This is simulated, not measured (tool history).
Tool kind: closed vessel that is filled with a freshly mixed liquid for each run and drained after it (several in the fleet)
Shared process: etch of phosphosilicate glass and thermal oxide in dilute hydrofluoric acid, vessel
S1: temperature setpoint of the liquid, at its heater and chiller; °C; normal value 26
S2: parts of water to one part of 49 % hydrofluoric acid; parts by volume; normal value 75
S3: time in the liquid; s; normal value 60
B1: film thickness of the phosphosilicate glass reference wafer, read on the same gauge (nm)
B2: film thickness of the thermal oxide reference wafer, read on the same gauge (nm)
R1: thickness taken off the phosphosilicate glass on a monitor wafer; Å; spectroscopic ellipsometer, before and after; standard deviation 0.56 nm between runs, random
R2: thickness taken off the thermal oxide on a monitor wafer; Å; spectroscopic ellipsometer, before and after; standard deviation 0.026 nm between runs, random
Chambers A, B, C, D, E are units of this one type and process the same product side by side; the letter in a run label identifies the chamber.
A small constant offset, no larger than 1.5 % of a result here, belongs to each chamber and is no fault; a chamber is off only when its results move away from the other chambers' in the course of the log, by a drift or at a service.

| run | hour | S1 | S2 | S3 | B1 | B2 | R1 | R2 |
|---|---|---|---|---|---|---|---|---|
| 1B | 3.5 | 26 | 75 | 60 | 69.991 | 79.999 | 894.63 | 42.937 |
| 2A | 8.6 | 26 | 75 | 60 | 70.005 | 79.999 | 888.01 | 42.136 |
| 3E | 13.7 | 26 | 75 | 60 | 70.038 | 79.995 | 881.38 | 42.08 |
| 4C | 19.3 | 26 | 75 | 60 | 70.025 | 79.99 | 885.43 | 42.409 |
| 5D | 22.7 | 26 | 75 | 60 | 69.999 | 79.986 | 882.13 | 42.08 |
| 6C | 27.8 | 26 | 75 | 60 | 69.984 | 79.992 | 893 | 42.064 |
| 7A | 31.6 | 26 | 75 | 60 | 70.078 | 79.993 | 882.75 | 42.573 |
| 8B | 36.6 | 26 | 75 | 60 | 69.952 | 80.009 | 891.33 | 42.818 |
| 9E | 42.4 | 26 | 75 | 60 | 70.007 | 80 | 891.97 | 42.059 |
| 10D | 47.7 | 26 | 75 | 40 | 70.013 | 80.004 | 591.13 | 27.817 |
| 11A | 53.5 | 26 | 75 | 40 | 69.984 | 80.013 | 593.7 | 27.89 |
| 12B | 57.5 | 26 | 75 | 40 | 69.978 | 79.988 | 593.86 | 28.616 |
| 13D | 61.6 | 26 | 75 | 40 | 70 | 80.018 | 588.01 | 28.062 |
| 14C | 67.9 | 26 | 75 | 40 | 69.985 | 79.992 | 589.03 | 27.972 |
| 15E | 74.2 | 28.5 | 105 | 60 | 70.001 | 79.99 | 668.53 | 32.12 |
|  | 75.8 | chamber E: hydrofluoric acid flow meter replaced |
| 16C | 81 | 28.5 | 105 | 60 | 69.939 | 80.006 | 665.92 | 31.664 |
| 17A | 86 | 28.5 | 105 | 60 | 70.013 | 79.986 | 669.97 | 32.136 |
| 18B | 91.5 | 28.5 | 105 | 60 | 70.04 | 80.018 | 668.4 | 32.465 |
| 19E | 97.8 | 28.5 | 105 | 60 | 70.019 | 80.008 | 669.69 | 32.276 |
| 20D | 101 | 26 | 75 | 60 | 70.009 | 80.008 | 885.27 | 41.738 |
| 21C | 106 | 26 | 75 | 60 | 69.984 | 80.008 | 889.56 | 42.556 |
| 22B | 111.8 | 26 | 75 | 60 | 70.05 | 79.993 | 891.65 | 43.06 |
| 23D | 118.1 | 26 | 75 | 60 | 69.995 | 80.006 | 879.74 | 41.504 |
| 24A | 122.3 | 26 | 75 | 60 | 70.035 | 79.989 | 888.77 | 41.684 |
| 25E | 128.5 | 26 | 75 | 60 | 69.976 | 79.985 | 885.93 | 42.582 |
| 26D | 133.2 | 26 | 75 | 45 | 69.99 | 79.978 | 660.9 | 31.613 |
| 27C | 138.5 | 26 | 75 | 45 | 70.038 | 79.999 | 662.62 | 31.735 |
| 28B | 144.4 | 26 | 75 | 45 | 69.983 | 79.998 | 664.71 | 32.294 |
| 29E | 151.3 | 26 | 75 | 45 | 69.971 | 79.998 | 663.6 | 31.271 |
| 30A | 157.2 | 26 | 75 | 45 | 69.972 | 80.003 | 672.68 | 31.942 |
| 31A | 160.4 | 26 | 75 | 60 | 69.995 | 79.99 | 881.86 | 42.721 |
| 32D | 164.4 | 26 | 75 | 60 | 69.971 | 79.999 | 886.31 | 41.862 |
| 33E | 168.9 | 26 | 75 | 60 | 70.042 | 79.994 | 885.05 | 42.505 |
| 34B | 175.4 | 26 | 75 | 60 | 70.062 | 79.996 | 896.09 | 42.981 |
| 35C | 181 | 31 | 75 | 60 | 70.075 | 80 | 1080.3 | 51.427 |
| 36E | 184.4 | 31 | 75 | 60 | 70.019 | 80.007 | 1077.7 | 51.781 |
| 37C | 189.8 | 31 | 75 | 60 | 69.974 | 80.01 | 1079.3 | 50.838 |
| 38B | 196.8 | 31 | 75 | 60 | 69.984 | 79.997 | 1082.8 | 51.9 |
| 39D | 201.4 | 31 | 75 | 60 | 69.987 | 79.999 | 1074.6 | 50.371 |

All chambers now run identical settings, listed one chamber a line with results as question marks. What results will each chamber show?
| 40A | 206.5 | 26 | 75 | 30 |  |  | ? | ? |
| 40B | 206.5 | 26 | 75 | 30 |  |  | ? | ? |
| 40C | 206.5 | 26 | 75 | 30 |  |  | ? | ? |
| 40D | 206.5 | 26 | 75 | 30 |  |  | ? | ? |
| 40E | 206.5 | 26 | 75 | 30 |  |  | ? | ? |

| run | R1 | R2 |
|---|---|---|
| 40A | 442.21 | 20.904 |
| 40B | 447.8 | 21.351 |
| 40C | 443.42 | 21.472 |
| 40D | 443.95 | 20.943 |
| 40E | 446.22 | 21.148 |
